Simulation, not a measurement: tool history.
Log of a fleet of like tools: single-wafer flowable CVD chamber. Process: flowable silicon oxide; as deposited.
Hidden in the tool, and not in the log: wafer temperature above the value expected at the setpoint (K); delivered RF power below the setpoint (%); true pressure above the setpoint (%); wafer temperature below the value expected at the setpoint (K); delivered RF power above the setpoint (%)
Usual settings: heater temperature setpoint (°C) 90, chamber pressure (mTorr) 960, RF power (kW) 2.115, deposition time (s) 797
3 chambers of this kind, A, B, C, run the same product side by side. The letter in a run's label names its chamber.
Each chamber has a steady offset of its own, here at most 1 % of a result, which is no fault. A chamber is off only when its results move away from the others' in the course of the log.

run,hour,heater temperature setpoint (°C),chamber pressure (mTorr),RF power (kW),deposition time (s),hours since the last thermocouple change,hours since the last RF generator calibration,hours since the last manometer calibration,"read-back reference wafer on the same gauge, thickness_nm",mean film thickness on the monitor wafer (angstrom)
1C,11,90,960,2.115,797,17.9,703.6,798.8,742.99,8597.2
# hour 11.9: chamber B: RF generator calibrated
2B,18.4,90,960,2.115,797,552.1,6.6,385.8,742.76,8518.1
3A,30.4,90,960,2.115,797,690.4,1816.7,501.9,742.77,8581.1
4C,43.7,90,960,2.115,797,50.6,736.3,831.5,742.65,8597.2
5A,51.2,90,960,2.4,797,711.2,1837.5,522.7,742.65,8743.5
6B,62.1,90,960,2.4,797,595.8,50.3,429.5,742.35,8691.1
7C,75.6,90,960,2.4,797,82.5,768.2,863.4,742.46,8760.6
8B,82.7,90,960,2.115,797,616.4,70.9,450.1,742.3,8515.7
9A,95.2,90,960,2.115,797,755.2,1881.5,566.7,742.21,8595.9
10B,105.6,90,960,2.115,797,639.3,93.8,473,742.13,8503.8
11C,115.9,90,960,2.115,797,122.8,808.5,903.7,742.03,8586.9
12A,126.5,90,960,2.115,797,786.5,1912.8,598,741.71,8565.9
13A,138.2,90,960,2.115,797,798.2,1924.5,609.7,742.08,8575.5
14B,150.7,90,740,2.115,797,684.4,138.9,518.1,741.74,6111
15C,158.4,90,740,2.115,797,165.3,851,946.2,741.64,6159.5
16A,170,90,740,2.115,797,830,1956.3,641.5,741.63,6171.6
# hour 177.4: chamber A: RF generator calibrated
17B,180.1,90,960,2.465,797,713.8,168.3,547.5,741.49,8717.8
18C,190.7,90,960,2.465,797,197.6,883.3,978.5,741.46,8789.1
19C,203.5,90,960,2.465,797,210.4,896.1,991.3,741.32,8794.3
20B,214,90,960,2.115,797,747.7,202.2,581.4,741.43,8503.4
# hour 221.6: chamber A: thermocouple changed; heater temperature recalibrated
21A,227.3,90,960,2.115,797,5.8,50,698.8,741.21,8574.2
# hour 228.3: chamber C: RF generator calibrated
22A,240.5,90,960,2.115,797,19,63.2,712,741.13,8577.8
23C,252.5,90,960,2.115,797,259.4,24.3,1040.3,741,8571.5
24B,262.6,90,960,2.115,797,796.3,250.8,630,740.76,8500.7
25C,274.7,90,960,2.115,797,281.6,46.5,1062.5,740.8,8583.7
26B,286.7,90,960,2.115,797,820.4,274.9,654.1,740.66,8497.3
27A,296.7,90,960,2.115,797,75.2,119.4,768.2,740.79,8566.6
28B,307.2,90,960,2.115,797,840.9,295.4,674.6,740.61,8500.9
29A,320.2,90,960,2.115,797,98.7,142.9,791.7,740.3,8572.8
30C,329.4,90,960,2.115,797,336.3,101.2,1117.2,740.22,8575.7
31C,342.8,90,960,2.115,797,349.7,114.6,1130.6,740.2,8555.1
32A,356.4,90,960,2.115,797,134.9,179.1,827.9,739.98,8557.5
33B,368,90,960,2.115,797,901.7,356.2,735.4,739.98,8491

All 3 chambers run these settings next. Forecast each chamber's results:
34A,377.8,90,960,1.925,797,,,,,?
34B,377.8,90,960,1.925,797,,,,,?
34C,377.8,90,960,1.925,797,,,,,?

run,mean film thickness on the monitor wafer (angstrom)
34A,8395.1
34B,8320.5
34C,8391.9
